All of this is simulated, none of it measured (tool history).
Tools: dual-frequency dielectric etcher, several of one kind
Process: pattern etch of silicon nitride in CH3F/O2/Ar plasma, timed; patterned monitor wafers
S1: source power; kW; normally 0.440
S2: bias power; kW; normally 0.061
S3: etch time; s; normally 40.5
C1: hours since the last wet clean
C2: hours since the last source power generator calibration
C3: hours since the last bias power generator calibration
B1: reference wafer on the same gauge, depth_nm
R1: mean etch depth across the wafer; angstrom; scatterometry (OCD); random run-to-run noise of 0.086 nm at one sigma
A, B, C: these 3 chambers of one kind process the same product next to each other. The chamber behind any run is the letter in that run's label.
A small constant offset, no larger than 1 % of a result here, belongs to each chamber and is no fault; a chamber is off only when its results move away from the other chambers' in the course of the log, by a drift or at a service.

{"run": "1B", "hour": 3.4, "S1": 0.44, "S2": 0.061, "S3": 40.5, "C1": 347.2, "C2": 1651.8, "C3": 2527.4, "B1": 30.084, "R1": 277.41}
{"run": "2C", "hour": 6.9, "S1": 0.44, "S2": 0.061, "S3": 40.5, "C1": 86.1, "C2": 1787.1, "C3": 317.7, "B1": 30.111, "R1": 279.78}
{"hour": 7.0, "done": "chamber A: wet clean of the chamber"}
{"run": "3A", "hour": 12.4, "S1": 0.44, "S2": 0.061, "S3": 40.5, "C1": 5.4, "C2": 1306.5, "C3": 2231.2, "B1": 30.107, "R1": 278.72}
{"run": "4A", "hour": 15.2, "S1": 0.44, "S2": 0.061, "S3": 40.5, "C1": 8.2, "C2": 1309.3, "C3": 2234.0, "B1": 30.086, "R1": 278.11}
{"run": "5C", "hour": 20.6, "S1": 0.44, "S2": 0.061, "S3": 40.5, "C1": 99.8, "C2": 1800.8, "C3": 331.4, "B1": 30.083, "R1": 280.9}
{"run": "6B", "hour": 23.5, "S1": 0.44, "S2": 0.061, "S3": 40.5, "C1": 367.3, "C2": 1671.9, "C3": 2547.5, "B1": 30.097, "R1": 278.44}
{"run": "7A", "hour": 28.4, "S1": 0.44, "S2": 0.061, "S3": 40.5, "C1": 21.4, "C2": 1322.5, "C3": 2247.2, "B1": 30.119, "R1": 277.61}
{"run": "8C", "hour": 31.2, "S1": 0.44, "S2": 0.061, "S3": 40.5, "C1": 110.4, "C2": 1811.4, "C3": 342.0, "B1": 30.117, "R1": 279.76}
{"run": "9B", "hour": 35.6, "S1": 0.4, "S2": 0.061, "S3": 45.0, "C1": 379.4, "C2": 1684.0, "C3": 2559.6, "B1": 30.139, "R1": 296.96}
{"run": "10A", "hour": 39.6, "S1": 0.4, "S2": 0.061, "S3": 45.0, "C1": 32.6, "C2": 1333.7, "C3": 2258.4, "B1": 30.094, "R1": 298.17}
{"run": "11B", "hour": 42.9, "S1": 0.4, "S2": 0.061, "S3": 45.0, "C1": 386.7, "C2": 1691.3, "C3": 2566.9, "B1": 30.104, "R1": 296.53}
{"run": "12C", "hour": 48.3, "S1": 0.44, "S2": 0.061, "S3": 40.5, "C1": 127.5, "C2": 1828.5, "C3": 359.1, "B1": 30.123, "R1": 279.42}
{"run": "13B", "hour": 51.4, "S1": 0.44, "S2": 0.061, "S3": 40.5, "C1": 395.2, "C2": 1699.8, "C3": 2575.4, "B1": 30.1, "R1": 278.69}
{"run": "14C", "hour": 55.7, "S1": 0.44, "S2": 0.061, "S3": 40.5, "C1": 134.9, "C2": 1835.9, "C3": 366.5, "B1": 30.116, "R1": 280.54}
{"run": "15A", "hour": 61.5, "S1": 0.44, "S2": 0.061, "S3": 40.5, "C1": 54.5, "C2": 1355.6, "C3": 2280.3, "B1": 30.107, "R1": 278.59}
{"run": "16A", "hour": 66.6, "S1": 0.44, "S2": 0.061, "S3": 40.5, "C1": 59.6, "C2": 1360.7, "C3": 2285.4, "B1": 30.07, "R1": 279.39}
{"run": "17B", "hour": 71.8, "S1": 0.36, "S2": 0.061, "S3": 40.5, "C1": 415.6, "C2": 1720.2, "C3": 2595.8, "B1": 30.092, "R1": 259.4}
{"run": "18C", "hour": 74.7, "S1": 0.36, "S2": 0.061, "S3": 40.5, "C1": 153.9, "C2": 1854.9, "C3": 385.5, "B1": 30.124, "R1": 259.2}
{"run": "19A", "hour": 77.6, "S1": 0.36, "S2": 0.061, "S3": 40.5, "C1": 70.6, "C2": 1371.7, "C3": 2296.4, "B1": 30.121, "R1": 258.29}
{"run": "20C", "hour": 81.1, "S1": 0.44, "S2": 0.061, "S3": 40.5, "C1": 160.3, "C2": 1861.3, "C3": 391.9, "B1": 30.112, "R1": 279.94}
{"hour": 83.5, "done": "chamber B: wet clean of the chamber"}
{"run": "21B", "hour": 87.2, "S1": 0.44, "S2": 0.061, "S3": 40.5, "C1": 3.8, "C2": 1735.6, "C3": 2611.2, "B1": 30.102, "R1": 279.05}
{"run": "22C", "hour": 90.1, "S1": 0.44, "S2": 0.061, "S3": 40.5, "C1": 169.3, "C2": 1870.3, "C3": 400.9, "B1": 30.112, "R1": 280.42}
{"run": "23B", "hour": 94.7, "S1": 0.44, "S2": 0.061, "S3": 40.5, "C1": 11.3, "C2": 1743.1, "C3": 2618.7, "B1": 30.101, "R1": 278.52}
{"run": "24A", "hour": 97.7, "S1": 0.54, "S2": 0.061, "S3": 40.5, "C1": 90.7, "C2": 1391.8, "C3": 2316.5, "B1": 30.095, "R1": 301.68}
{"run": "25C", "hour": 103.9, "S1": 0.54, "S2": 0.061, "S3": 40.5, "C1": 183.1, "C2": 1884.1, "C3": 414.7, "B1": 30.095, "R1": 302.41}
{"run": "26A", "hour": 107.5, "S1": 0.54, "S2": 0.061, "S3": 40.5, "C1": 100.5, "C2": 1401.6, "C3": 2326.3, "B1": 30.107, "R1": 301.22}
{"run": "27B", "hour": 111.9, "S1": 0.5, "S2": 0.061, "S3": 40.5, "C1": 28.5, "C2": 1760.3, "C3": 2635.9, "B1": 30.131, "R1": 291.32}
{"run": "28C", "hour": 114.7, "S1": 0.5, "S2": 0.061, "S3": 40.5, "C1": 193.9, "C2": 1894.9, "C3": 425.5, "B1": 30.105, "R1": 292.41}
{"run": "29A", "hour": 118.5, "S1": 0.5, "S2": 0.061, "S3": 40.5, "C1": 111.5, "C2": 1412.6, "C3": 2337.3, "B1": 30.109, "R1": 293.28}
{"run": "30B", "hour": 124.7, "S1": 0.44, "S2": 0.061, "S3": 40.5, "C1": 41.3, "C2": 1773.1, "C3": 2648.7, "B1": 30.085, "R1": 280.15}

Next, every chamber runs the same settings. What will each give?
{"run": "31A", "hour": 129.2, "S1": 0.44, "S2": 0.061, "S3": 40.5, "R1": "?"}
{"run": "31B", "hour": 129.2, "S1": 0.44, "S2": 0.061, "S3": 40.5, "R1": "?"}
{"run": "31C", "hour": 129.2, "S1": 0.44, "S2": 0.061, "S3": 40.5, "R1": "?"}

run=31A R1=279.39
run=31B R1=276.94
run=31C R1=279.95
